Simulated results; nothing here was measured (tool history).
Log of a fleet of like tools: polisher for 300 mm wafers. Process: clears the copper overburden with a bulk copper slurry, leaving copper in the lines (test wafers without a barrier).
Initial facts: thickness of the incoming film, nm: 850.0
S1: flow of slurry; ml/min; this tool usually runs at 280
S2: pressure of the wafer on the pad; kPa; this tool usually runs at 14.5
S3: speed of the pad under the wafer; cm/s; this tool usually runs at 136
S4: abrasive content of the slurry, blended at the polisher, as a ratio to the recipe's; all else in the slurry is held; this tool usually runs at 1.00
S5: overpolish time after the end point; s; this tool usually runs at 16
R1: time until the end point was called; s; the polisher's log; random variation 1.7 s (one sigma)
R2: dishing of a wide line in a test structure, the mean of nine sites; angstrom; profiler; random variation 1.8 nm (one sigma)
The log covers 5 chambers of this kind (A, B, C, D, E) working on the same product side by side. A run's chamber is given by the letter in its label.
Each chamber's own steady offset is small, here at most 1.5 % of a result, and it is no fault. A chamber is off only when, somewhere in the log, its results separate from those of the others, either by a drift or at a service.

At hour 8.4: chamber C: worn pad replaced by a new one.
Run 1E, hour 13.1: usual settings. Result: R1 89.672 s, R2 814.92 angstrom.
Run 2D, hour 22.0: usual settings. Result: R1 97.456 s, R2 808.96 angstrom.
Run 3C, hour 36.8: usual settings. Result: R1 89.103 s, R2 819.26 angstrom.
Run 4B, hour 48.4: usual settings. Result: R1 94.801 s, R2 811.13 angstrom.
Run 5A, hour 59.2: usual settings but S3 178 cm/s, S5 23 s. Result: R1 71.103 s, R2 1132.30 angstrom.
At hour 61.6: chamber E: worn pad replaced by a new one.
At hour 73.6: chamber D: worn pad replaced by a new one.
Run 6D, hour 74.3: usual settings but S3 178 cm/s, S5 23 s. Result: R1 70.657 s, R2 1110.10 angstrom.
At hour 78.3: chamber A: slurry blender recalibrated.
At hour 81.7: chamber B: worn pad replaced by a new one.
Run 7B, hour 83.2: usual settings but S3 178 cm/s, S5 23 s. Result: R1 71.106 s, R2 1078.30 angstrom.
Run 8A, hour 92.0: usual settings but S3 178 cm/s, S5 23 s. Result: R1 70.465 s, R2 1176.70 angstrom.
At hour 92.8: chamber A: worn pad replaced by a new one.
At hour 96.9: chamber D: slurry blender recalibrated.
Run 9C, hour 99.5: usual settings but S3 178 cm/s, S5 23 s. Result: R1 71.994 s, R2 1114.50 angstrom.
At hour 102.3: chamber E: slurry blender recalibrated.
At hour 102.6: chamber B: slurry blender recalibrated.
At hour 102.8: chamber C: worn pad replaced by a new one.
At hour 109.1: chamber C: slurry blender recalibrated.
Run 10E, hour 111.0: usual settings. Result: R1 92.516 s, R2 811.68 angstrom.
Run 11C, hour 118.3: usual settings but S1 210 ml/min, S3 120 cm/s. Result: R1 109.150 s, R2 744.97 angstrom.
Run 12D, hour 132.1: usual settings but S1 210 ml/min, S3 120 cm/s. Result: R1 110.520 s, R2 703.03 angstrom.
Run 13A, hour 147.1: usual settings but S1 210 ml/min, S3 120 cm/s. Result: R1 108.330 s, R2 744.45 angstrom.
At hour 158.2: chamber E: worn pad replaced by a new one.
Run 14B, hour 161.0: usual settings but S1 210 ml/min, S3 120 cm/s. Result: R1 107.060 s, R2 730.86 angstrom.
At hour 161.1: chamber B: worn pad replaced by a new one.
At hour 167.9: chamber D: worn pad replaced by a new one.
At hour 169.8: chamber B: head pressure recalibrated.
Run 15E, hour 172.1: usual settings but S1 210 ml/min, S3 120 cm/s. Result: R1 110.920 s, R2 744.71 angstrom.
At hour 175.8: chamber B: slurry nozzle cleaned.
Run 16E, hour 183.0: usual settings. Result: R1 92.460 s, R2 803.48 angstrom.
At hour 191.7: chamber D: slurry blender recalibrated.
Run 17D, hour 196.7: usual settings. Result: R1 95.073 s, R2 827.26 angstrom.
At hour 204.8: chamber A: worn pad replaced by a new one.
Run 18B, hour 207.2: usual settings. Result: R1 92.077 s, R2 812.91 angstrom.
At hour 207.7: chamber C: worn pad replaced by a new one.
At hour 213.6: chamber A: slurry blender recalibrated.
Run 19C, hour 216.7: usual settings. Result: R1 92.645 s, R2 812.35 angstrom.
At hour 217.4: chamber C: slurry blender recalibrated.
At hour 222.4: chamber C: head pressure recalibrated.
Run 20A, hour 232.7: usual settings. Result: R1 93.981 s, R2 787.77 angstrom.
At hour 240.4: chamber B: slurry blender recalibrated.
Run 21D, hour 244.0: usual settings. Result: R1 94.418 s, R2 797.95 angstrom.
At hour 245.9: chamber E: worn pad replaced by a new one.
At hour 255.7: chamber B: worn pad replaced by a new one.
Run 22E, hour 258.8: usual settings but S4 0.85. Result: R1 95.213 s, R2 797.68 angstrom.
At hour 269.2: chamber E: head pressure recalibrated.
At hour 271.1: chamber D: worn pad replaced by a new one.
Run 23C, hour 274.0: usual settings but S4 0.85. Result: R1 91.728 s, R2 806.88 angstrom.
At hour 279.5: chamber E: slurry blender recalibrated.
Run 24A, hour 284.6: usual settings but S4 0.85. Result: R1 95.995 s, R2 789.63 angstrom.
At hour 287.6: chamber D: slurry nozzle cleaned.
At hour 297.4: chamber C: worn pad replaced by a new one.
Run 25B, hour 299.8: usual settings but S4 0.85. Result: R1 94.701 s, R2 796.64 angstrom.
Run 26E, hour 310.2: usual settings but S4 0.85. Result: R1 96.787 s, R2 771.56 angstrom.
At hour 314.4: chamber D: slurry blender recalibrated.
At hour 315.0: chamber A: worn pad replaced by a new one.
Run 27A, hour 319.9: usual settings. Result: R1 95.423 s, R2 812.94 angstrom.
At hour 328.1: chamber E: worn pad replaced by a new one.
Run 28D, hour 331.6: usual settings. Result: R1 93.539 s, R2 816.53 angstrom.
At hour 334.9: chamber C: slurry blender recalibrated.
Run 29B, hour 339.1: usual settings but S1 210 ml/min, S4 1.25. Result: R1 90.646 s, R2 805.31 angstrom.
At hour 343.0: chamber A: slurry nozzle cleaned.
Run 30C, hour 348.3: usual settings but S1 210 ml/min, S4 1.25. Result: R1 92.401 s, R2 820.51 angstrom.
Run 31A, hour 357.1: usual settings but S1 210 ml/min, S4 1.25. Result: R1 91.742 s, R2 803.90 angstrom.
At hour 359.5: chamber B: worn pad replaced by a new one.
Run 32C, hour 364.2: usual settings but S1 210 ml/min, S4 1.25. Result: R1 89.757 s, R2 808.21 angstrom.
At hour 364.3: chamber D: worn pad replaced by a new one.
At hour 365.4: chamber B: slurry blender recalibrated.
At hour 366.5: chamber A: head pressure recalibrated.
At hour 368.0: chamber B: slurry nozzle cleaned.
At hour 370.1: chamber A: slurry blender recalibrated.
Run 33B, hour 377.5: usual settings but S1 210 ml/min, S4 1.25. Result: R1 92.417 s, R2 814.99 angstrom.
Run 34E, hour 392.0: usual settings. Result: R1 90.810 s, R2 839.30 angstrom.
At hour 395.2: chamber D: head pressure recalibrated.
At hour 400.4: chamber C: worn pad replaced by a new one.
Run 35D, hour 406.1: usual settings. Result: R1 92.507 s, R2 803.29 angstrom.
Run 36C, hour 417.3: usual settings. Result: R1 91.065 s, R2 784.76 angstrom.
At hour 421.9: chamber D: slurry blender recalibrated.
At hour 426.2: chamber A: worn pad replaced by a new one.
At hour 426.5: chamber E: slurry nozzle cleaned.
Run 37B, hour 426.6: usual settings. Result: R1 95.087 s, R2 828.76 angstrom.
At hour 428.0: chamber E: worn pad replaced by a new one.
Run 38E, hour 434.1: usual settings. Result: R1 92.179 s, R2 806.05 angstrom.
Run 39A, hour 444.8: usual settings. Result: R1 93.117 s, R2 805.27 angstrom.
At hour 456.0: chamber D: worn pad replaced by a new one.
Run 40D, hour 457.1: usual settings. Result: R1 95.300 s, R2 804.06 angstrom.
At hour 463.4: chamber E: slurry blender recalibrated.
Run 41E, hour 464.5: usual settings. Result: R1 90.082 s, R2 823.50 angstrom.

Has any chamber moved away from the others, gradually or after a service, or does the common gauge drift, or do the chambers differ only by their own small steady offsets? State the chamber and the most likely cause if one applies.

No chamber stands off beyond its own small offset, and the gauge holds steady.

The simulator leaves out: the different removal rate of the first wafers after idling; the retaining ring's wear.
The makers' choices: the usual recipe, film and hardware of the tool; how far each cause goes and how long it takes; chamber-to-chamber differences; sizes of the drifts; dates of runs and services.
